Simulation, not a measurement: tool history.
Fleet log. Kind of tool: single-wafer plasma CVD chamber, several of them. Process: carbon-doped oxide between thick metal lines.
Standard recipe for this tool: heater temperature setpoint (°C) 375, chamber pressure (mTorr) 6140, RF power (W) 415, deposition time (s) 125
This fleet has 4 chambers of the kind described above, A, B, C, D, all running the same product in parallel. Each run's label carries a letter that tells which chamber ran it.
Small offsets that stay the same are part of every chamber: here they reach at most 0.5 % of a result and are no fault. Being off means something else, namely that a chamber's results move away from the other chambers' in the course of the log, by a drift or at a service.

run	hour	heater temperature setpoint (°C)	chamber pressure (mTorr)	RF power (W)	deposition time (s)	hours since the last thermocouple change	hours since the last RF generator calibration	hours since the last manometer calibration	read-back reference wafer on the same gauge, thickness_nm	mean film thickness on the monitor wafer (Å)
1B	4.4	375	6140	415	125	500.6	191.6	1828.3	445.17	5393.4
2D	8.4	375	6140	415	125	591.0	748.0	289.6	445.01	5370.6
3C	15.9	375	6140	415	125	374.1	955.9	617.6	445.14	5399.9
4A	21.6	375	6140	415	125	2901.5	1922.0	1278.9	445.11	5389.8
5B	26.0	375	6140	415	125	522.2	213.2	1849.9	445.30	5408.0
6C	33.2	375	6140	415	125	391.4	973.2	634.9	445.33	5413.4
7D	40.1	375	6140	415	125	622.7	779.7	321.3	445.45	5380.4
8A	43.4	375	6140	415	125	2923.3	1943.8	1300.7	445.33	5386.8
9B	50.4	375	6600	415	107	546.6	237.6	1874.3	445.59	4674.8
10C	57.3	375	6600	415	107	415.5	997.3	659.0	445.71	4664.9
11D	62.8	375	6600	415	107	645.4	802.4	344.0	445.63	4637.9
12A	69.8	375	6600	415	107	2949.7	1970.2	1327.1	445.65	4655.2
# hour 70.6: chamber A: thermocouple changed; heater temperature recalibrated
13B	76.0	375	6140	415	125	572.2	263.2	1899.9	445.80	5409.3
14A	80.3	375	6140	415	125	9.7	1980.7	1337.6	445.97	5388.4
15D	85.9	375	6140	415	125	668.5	825.5	367.1	445.76	5382.1
16C	91.0	375	6140	415	125	449.2	1031.0	692.7	446.03	5414.8
17B	97.1	375	6140	415	125	593.3	284.3	1921.0	445.99	5406.7
18D	103.1	375	6140	415	125	685.7	842.7	384.3	446.05	5398.9
19C	106.6	375	6140	415	125	464.8	1046.6	708.3	446.14	5416.7
20A	114.2	375	6140	415	125	43.6	2014.6	1371.5	446.24	5404.9
21D	119.3	375	6140	415	125	701.9	858.9	400.5	446.36	5381.6
22C	123.1	375	6140	415	125	481.3	1063.1	724.8	446.34	5420.4
23B	127.3	375	6140	415	125	623.5	314.5	1951.2	446.25	5407.3
24A	131.1	375	6140	415	125	60.5	2031.5	1388.4	446.35	5386.5
25D	136.7	375	6600	415	125	719.3	876.3	417.9	446.51	5433.1
26B	140.5	375	6600	415	125	636.7	327.7	1964.4	446.57	5457.2
# hour 144.1: chamber D: RF generator calibrated
27C	144.3	375	6600	415	125	502.5	1084.3	746.0	446.62	5462.2
28A	150.2	375	6600	415	125	79.6	2050.6	1407.5	446.61	5450.7
29A	155.5	375	6140	415	125	84.9	2055.9	1412.8	446.87	5392.8
30C	160.8	375	5480	350	125	519.0	1100.8	762.5	446.64	4707.7
31B	166.0	375	5480	350	125	662.2	353.2	1989.9	446.71	4717.5
32D	169.7	375	5480	350	125	752.3	25.7	450.9	446.88	4685.6
33D	175.0	375	5480	350	125	757.6	31.0	456.2	446.86	4686.8
34A	178.9	375	6140	415	125	108.3	2079.3	1436.2	446.78	5416.8
35B	183.6	375	6140	415	125	679.8	370.8	2007.5	447.07	5437.2
36C	189.3	375	6140	415	125	547.5	1129.3	791.0	447.11	5428.1
37C	193.6	375	6140	415	125	551.8	1133.6	795.3	447.03	5420.3
38D	201.0	375	6140	415	125	783.6	57.0	482.2	447.19	5394.5
39A	207.5	375	6140	415	125	136.9	2107.9	1464.8	447.18	5419.4
40B	213.4	375	6140	415	125	709.6	400.6	2037.3	447.41	5427.8
41D	218.0	375	5690	355	125	800.6	74.0	499.2	447.53	4778.4

Next, all 4 chambers run the settings below, one line each with question marks for the results. What does each chamber give?
42A	223.5	375	6140	415	133					?
42B	223.5	375	6140	415	133					?
42C	223.5	375	6140	415	133					?
42D	223.5	375	6140	415	133					?

run	mean film thickness on the monitor wafer (Å)
42A	5750.1
42B	5790.8
42C	5770.5
42D	5753.1
